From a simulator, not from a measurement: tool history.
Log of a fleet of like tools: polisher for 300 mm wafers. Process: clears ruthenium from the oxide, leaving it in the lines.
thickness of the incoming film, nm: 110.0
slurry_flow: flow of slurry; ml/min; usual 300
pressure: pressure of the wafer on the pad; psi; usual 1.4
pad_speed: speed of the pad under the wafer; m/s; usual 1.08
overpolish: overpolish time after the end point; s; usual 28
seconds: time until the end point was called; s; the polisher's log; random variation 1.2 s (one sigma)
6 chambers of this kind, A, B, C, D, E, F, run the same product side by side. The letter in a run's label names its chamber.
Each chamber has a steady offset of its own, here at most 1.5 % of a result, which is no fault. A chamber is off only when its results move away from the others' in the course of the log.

run 1E hour=10.7 | slurry_flow=300 pressure=1.4 pad_speed=1.08 overpolish=28 | seconds=137.36
run 2F hour=18.2 | slurry_flow=300 pressure=1.4 pad_speed=1.08 overpolish=28 | seconds=140.37
-- hour=28.5 chamber B: worn pad replaced by a new one
run 3D hour=28.8 | slurry_flow=300 pressure=1.4 pad_speed=1.08 overpolish=28 | seconds=138.59
run 4C hour=45.4 | slurry_flow=300 pressure=1.4 pad_speed=1.08 overpolish=28 | seconds=139.34
-- hour=46.4 chamber F: worn pad replaced by a new one
run 5B hour=54.2 | slurry_flow=300 pressure=1.4 pad_speed=1.08 overpolish=28 | seconds=138.98
run 6A hour=66.6 | slurry_flow=300 pressure=1.4 pad_speed=1.08 overpolish=28 | seconds=137.81
-- hour=68.1 chamber D: head pressure recalibrated
-- hour=72.4 chamber C: worn pad replaced by a new one
-- hour=74.8 chamber F: slurry nozzle cleaned
run 7C hour=77.1 | slurry_flow=300 pressure=1.4 pad_speed=1.08 overpolish=28 | seconds=137.68
run 8B hour=85.1 | slurry_flow=300 pressure=1.4 pad_speed=1.08 overpolish=28 | seconds=137.20
run 9A hour=92.7 | slurry_flow=300 pressure=1.4 pad_speed=1.08 overpolish=28 | seconds=135.27
run 10F hour=102.5 | slurry_flow=300 pressure=1.4 pad_speed=1.08 overpolish=28 | seconds=137.03
-- hour=104.0 chamber E: worn pad replaced by a new one
run 11D hour=110.2 | slurry_flow=300 pressure=1.4 pad_speed=1.08 overpolish=28 | seconds=138.10
run 12E hour=126.4 | slurry_flow=300 pressure=1.4 pad_speed=1.08 overpolish=28 | seconds=140.42
run 13F hour=136.7 | slurry_flow=300 pressure=1.4 pad_speed=1.08 overpolish=28 | seconds=139.17
run 14D hour=145.0 | slurry_flow=300 pressure=1.4 pad_speed=1.08 overpolish=28 | seconds=138.32
run 15B hour=155.5 | slurry_flow=300 pressure=1.4 pad_speed=1.08 overpolish=28 | seconds=138.56
run 16A hour=170.2 | slurry_flow=300 pressure=1.4 pad_speed=1.08 overpolish=28 | seconds=138.59
-- hour=170.8 chamber F: worn pad replaced by a new one
-- hour=174.2 chamber A: worn pad replaced by a new one
run 17C hour=183.3 | slurry_flow=300 pressure=1.4 pad_speed=1.08 overpolish=28 | seconds=137.31
run 18E hour=197.8 | slurry_flow=300 pressure=1.4 pad_speed=1.08 overpolish=28 | seconds=139.16
run 19A hour=206.4 | slurry_flow=300 pressure=1.4 pad_speed=1.08 overpolish=28 | seconds=138.23
run 20D hour=221.9 | slurry_flow=300 pressure=1.4 pad_speed=1.08 overpolish=28 | seconds=139.82
-- hour=225.7 chamber E: head pressure recalibrated
run 21C hour=233.4 | slurry_flow=300 pressure=1.4 pad_speed=1.08 overpolish=28 | seconds=138.39
run 22E hour=244.2 | slurry_flow=300 pressure=1.4 pad_speed=1.08 overpolish=28 | seconds=141.26
-- hour=245.5 chamber B: worn pad replaced by a new one
-- hour=249.5 chamber D: worn pad replaced by a new one
run 23B hour=253.6 | slurry_flow=300 pressure=1.4 pad_speed=1.08 overpolish=28 | seconds=137.45
run 24F hour=269.4 | slurry_flow=300 pressure=1.4 pad_speed=1.08 overpolish=28 | seconds=139.79
-- hour=276.7 chamber A: slurry nozzle cleaned
run 25F hour=277.5 | slurry_flow=300 pressure=1.4 pad_speed=1.08 overpolish=28 | seconds=140.29
run 26D hour=286.9 | slurry_flow=300 pressure=1.4 pad_speed=0.72 overpolish=28 | seconds=209.76
run 27E hour=294.5 | slurry_flow=300 pressure=1.4 pad_speed=0.72 overpolish=28 | seconds=210.77
run 28B hour=310.5 | slurry_flow=300 pressure=1.4 pad_speed=0.72 overpolish=28 | seconds=207.94
-- hour=311.8 chamber E: slurry nozzle cleaned
-- hour=318.5 chamber F: worn pad replaced by a new one
run 29C hour=321.9 | slurry_flow=300 pressure=1.4 pad_speed=0.72 overpolish=28 | seconds=205.11
run 30A hour=332.1 | slurry_flow=300 pressure=1.4 pad_speed=0.72 overpolish=28 | seconds=205.35
-- hour=333.7 chamber C: worn pad replaced by a new one
-- hour=335.5 chamber A: worn pad replaced by a new one
run 31A hour=342.5 | slurry_flow=300 pressure=1.4 pad_speed=0.72 overpolish=28 | seconds=205.83
run 32E hour=352.3 | slurry_flow=300 pressure=1.4 pad_speed=1.08 overpolish=28 | seconds=137.69
run 33C hour=361.3 | slurry_flow=300 pressure=1.4 pad_speed=1.08 overpolish=28 | seconds=139.07
run 34F hour=372.0 | slurry_flow=300 pressure=1.4 pad_speed=1.08 overpolish=28 | seconds=140.11
-- hour=378.2 chamber D: slurry nozzle cleaned
run 35D hour=384.2 | slurry_flow=300 pressure=1.4 pad_speed=1.08 overpolish=28 | seconds=139.88
run 36B hour=393.4 | slurry_flow=300 pressure=1.4 pad_speed=1.08 overpolish=41 | seconds=138.00
-- hour=395.5 chamber B: slurry nozzle cleaned
run 37D hour=401.5 | slurry_flow=300 pressure=1.4 pad_speed=1.08 overpolish=41 | seconds=136.89
-- hour=409.2 chamber C: head pressure recalibrated
-- hour=412.0 chamber E: worn pad replaced by a new one
run 38F hour=412.5 | slurry_flow=300 pressure=1.4 pad_speed=1.08 overpolish=41 | seconds=137.47
run 39B hour=422.3 | slurry_flow=300 pressure=1.4 pad_speed=1.08 overpolish=41 | seconds=138.80
run 40A hour=433.1 | slurry_flow=300 pressure=1.4 pad_speed=1.08 overpolish=41 | seconds=136.06
run 41E hour=442.8 | slurry_flow=300 pressure=1.4 pad_speed=1.08 overpolish=41 | seconds=140.91
run 42C hour=457.2 | slurry_flow=300 pressure=1.4 pad_speed=1.08 overpolish=28 | seconds=137.91
run 43C hour=466.3 | slurry_flow=220 pressure=1.1 pad_speed=1.08 overpolish=28 | seconds=181.01
run 44A hour=478.6 | slurry_flow=220 pressure=1.1 pad_speed=1.08 overpolish=28 | seconds=181.01

Next, every chamber runs the same settings. What will each give?
run 45A hour=490.6 | slurry_flow=300 pressure=1.4 pad_speed=1.08 overpolish=28 | seconds=?
run 45B hour=490.6 | slurry_flow=300 pressure=1.4 pad_speed=1.08 overpolish=28 | seconds=?
run 45C hour=490.6 | slurry_flow=300 pressure=1.4 pad_speed=1.08 overpolish=28 | seconds=?
run 45D hour=490.6 | slurry_flow=300 pressure=1.4 pad_speed=1.08 overpolish=28 | seconds=?
run 45E hour=490.6 | slurry_flow=300 pressure=1.4 pad_speed=1.08 overpolish=28 | seconds=?
run 45F hour=490.6 | slurry_flow=300 pressure=1.4 pad_speed=1.08 overpolish=28 | seconds=?

run=45A seconds=136.14
run=45B seconds=138.65
run=45C seconds=136.79
run=45D seconds=138.35
run=45E seconds=139.42
run=45F seconds=140.00
